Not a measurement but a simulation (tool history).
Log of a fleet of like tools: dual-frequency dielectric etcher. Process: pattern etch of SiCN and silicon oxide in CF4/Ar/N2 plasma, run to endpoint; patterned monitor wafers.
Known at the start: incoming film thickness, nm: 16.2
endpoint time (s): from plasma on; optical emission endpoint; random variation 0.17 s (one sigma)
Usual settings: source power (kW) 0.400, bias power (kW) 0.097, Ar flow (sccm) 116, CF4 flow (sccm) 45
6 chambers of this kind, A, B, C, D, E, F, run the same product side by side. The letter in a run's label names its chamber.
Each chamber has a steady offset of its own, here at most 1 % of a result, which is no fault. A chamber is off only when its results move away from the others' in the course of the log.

run   hour  source power (kW)  bias power (kW)  Ar flow (sccm)  CF4 flow (sccm)  endpoint time (s)
 1B    8.5              0.400            0.097             116               45             20.314
 2D   23.6              0.400            0.097             116               45             20.447
 3E   38.4              0.400            0.097             116               45             20.256
 4F   49.6              0.400            0.097             116               45             20.249
      53.9  -- chamber F: wet clean of the chamber
 5C   56.7              0.400            0.097             116               45             20.419
      70.2  -- chamber A: CF4 flow controller replaced
 6A   72.2              0.340            0.111             116               45             22.348
 7B   86.5              0.340            0.111             116               45             22.367
 8C   99.5              0.340            0.111             116               45             22.418
 9A  113.4              0.340            0.111             116               45             22.297
10D  121.0              0.340            0.111             116               45             22.100
11F  133.1              0.340            0.111             116               45             21.921
12E  146.7              0.400            0.097             116               45             20.144
13B  160.1              0.400            0.097             116               45             20.371
14F  172.0              0.400            0.097             116               45             20.116
15E  181.7              0.400            0.097             116               45             20.188
16D  193.2              0.400            0.097             116               45             20.611
17A  207.8              0.400            0.097             116               45             20.488
18C  222.1              0.400            0.097             116               45             20.494
19D  234.8              0.400            0.097             116               45             20.347
20A  244.7              0.400            0.097             116               45             20.632
     254.3  -- chamber A: wet clean of the chamber
21F  255.0              0.400            0.097             116               45             20.163
22B  265.0              0.400            0.097             116               45             20.438
23E  279.0              0.400            0.097             116               45             20.312
24C  293.1              0.400            0.097             116               45             20.728
25E  306.6              0.400            0.097             116               45             20.536
     309.9  -- chamber C: Ar flow controller replaced
26B  321.4              0.400            0.097             116               45             20.164
27F  333.8              0.340            0.078             116               45             25.290
28A  348.0              0.340            0.078             116               45             25.824
29C  358.4              0.340            0.078             116               45             25.882
     358.6  -- chamber C: wet clean of the chamber
30D  373.6              0.340            0.078             116               45             25.296
31E  385.0              0.340            0.078             116               45             25.423
     395.3  -- chamber E: bias power generator calibrated
32D  395.8              0.340            0.078             116               45             25.720
33C  407.9              0.400            0.097             116               45             20.978
     416.3  -- chamber B: CF4 flow controller replaced
34B  416.4              0.400            0.097             116               45             20.248
35A  429.3              0.400            0.097             116               45             20.618
36F  444.3              0.400            0.097             116               40             20.319
     450.9  -- chamber E: wet clean of the chamber
37E  456.5              0.400            0.097             116               40             20.566
     469.9  -- chamber D: wet clean of the chamber
38F  472.2              0.400            0.097             116               40             20.794
39D  479.3              0.400            0.097             116               40             20.889
40C  493.1              0.400            0.097             116               40             20.769
41A  505.4              0.400            0.097             116               40             20.906

What goes on in this fleet: one chamber off, a drifting gauge, or nothing beyond the chambers' own small offsets? Name the chamber and the cause, if any.

No chamber stands off beyond its own small offset, and the gauge holds steady.
